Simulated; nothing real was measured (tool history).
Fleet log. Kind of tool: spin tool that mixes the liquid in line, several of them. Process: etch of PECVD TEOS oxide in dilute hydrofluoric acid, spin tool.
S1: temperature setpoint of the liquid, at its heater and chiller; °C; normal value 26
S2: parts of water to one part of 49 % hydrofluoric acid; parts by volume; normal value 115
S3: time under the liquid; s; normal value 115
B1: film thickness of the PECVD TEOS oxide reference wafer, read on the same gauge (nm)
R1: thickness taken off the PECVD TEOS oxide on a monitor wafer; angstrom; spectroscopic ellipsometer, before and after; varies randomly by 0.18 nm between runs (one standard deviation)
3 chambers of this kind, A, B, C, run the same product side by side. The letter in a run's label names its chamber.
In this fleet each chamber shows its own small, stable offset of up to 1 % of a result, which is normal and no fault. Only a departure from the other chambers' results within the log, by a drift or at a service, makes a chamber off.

run	day	S1	S2	S3	B1	R1
1A	0.321	26	115	115	110.05	194.99
2C	0.892	26	115	115	109.99	195.8
3B	1.442	26	115	115	110	200.77
4A	1.742	26	115	115	110.02	199.95
5B	2.317	26	115	115	110	198.81
6C	2.696	26	115	115	109.99	198.06
7A	3.038	26	115	115	109.98	198.46
8B	3.704	26	115	115	110	195.09
# day 3.792: chamber C: thermometer replaced
9C	4.133	26	115	60	110.01	104.37
# day 4.712: chamber A: hydrofluoric acid flow meter replaced
10A	4.733	26	115	60	110.02	103.83
11B	5.192	26	115	60	109.99	104.55
12C	5.6	26	115	55	110.03	94.371
13A	6.146	26	115	55	110.01	94.065
14C	6.788	26	115	55	110	94.772
15B	7.329	26	115	115	109.98	198.97
16B	7.738	26	115	115	109.96	197.98
17A	8.054	26	115	115	110	199.49
18C	8.688	26	115	115	110.01	197.07
19B	9.246	26	115	115	110.01	200.83
20C	9.688	26	115	115	110.01	198.48
21A	10.121	26	115	115	109.99	198.56
# day 10.283: chamber C: hydrofluoric acid flow meter replaced
22A	10.758	26	115	115	110.03	199.11
23C	11.258	26	115	115	110	201.59
24B	11.608	26	60	160	109.98	574.97
# day 11.904: chamber A: thermometer replaced
25A	11.975	26	60	160	109.98	569.57
26B	12.467	26	60	160	110.02	583.61
27C	12.85	26	95	180	110	386.08
28B	13.212	26	95	180	109.98	392.68
29C	13.642	26	95	180	110	386.57
30A	13.946	26	115	115	110	198.04
31A	14.583	26	115	115	109.99	198.1
32B	14.95	22.5	155	115	109.99	122.98
33C	15.612	22.5	155	115	109.98	122.27
34B	16.146	22.5	155	115	110.01	122.56
35C	16.546	26	115	115	109.98	198.2
36A	17.067	26	55	115	110.02	451.55

Each of the 3 chambers runs these same settings next. Fill in every chamber's results:
37A	17.558	26	115	115		?
37B	17.558	26	115	115		?
37C	17.558	26	115	115		?

run	R1
37A	197.79
37B	199.05
37C	198.54

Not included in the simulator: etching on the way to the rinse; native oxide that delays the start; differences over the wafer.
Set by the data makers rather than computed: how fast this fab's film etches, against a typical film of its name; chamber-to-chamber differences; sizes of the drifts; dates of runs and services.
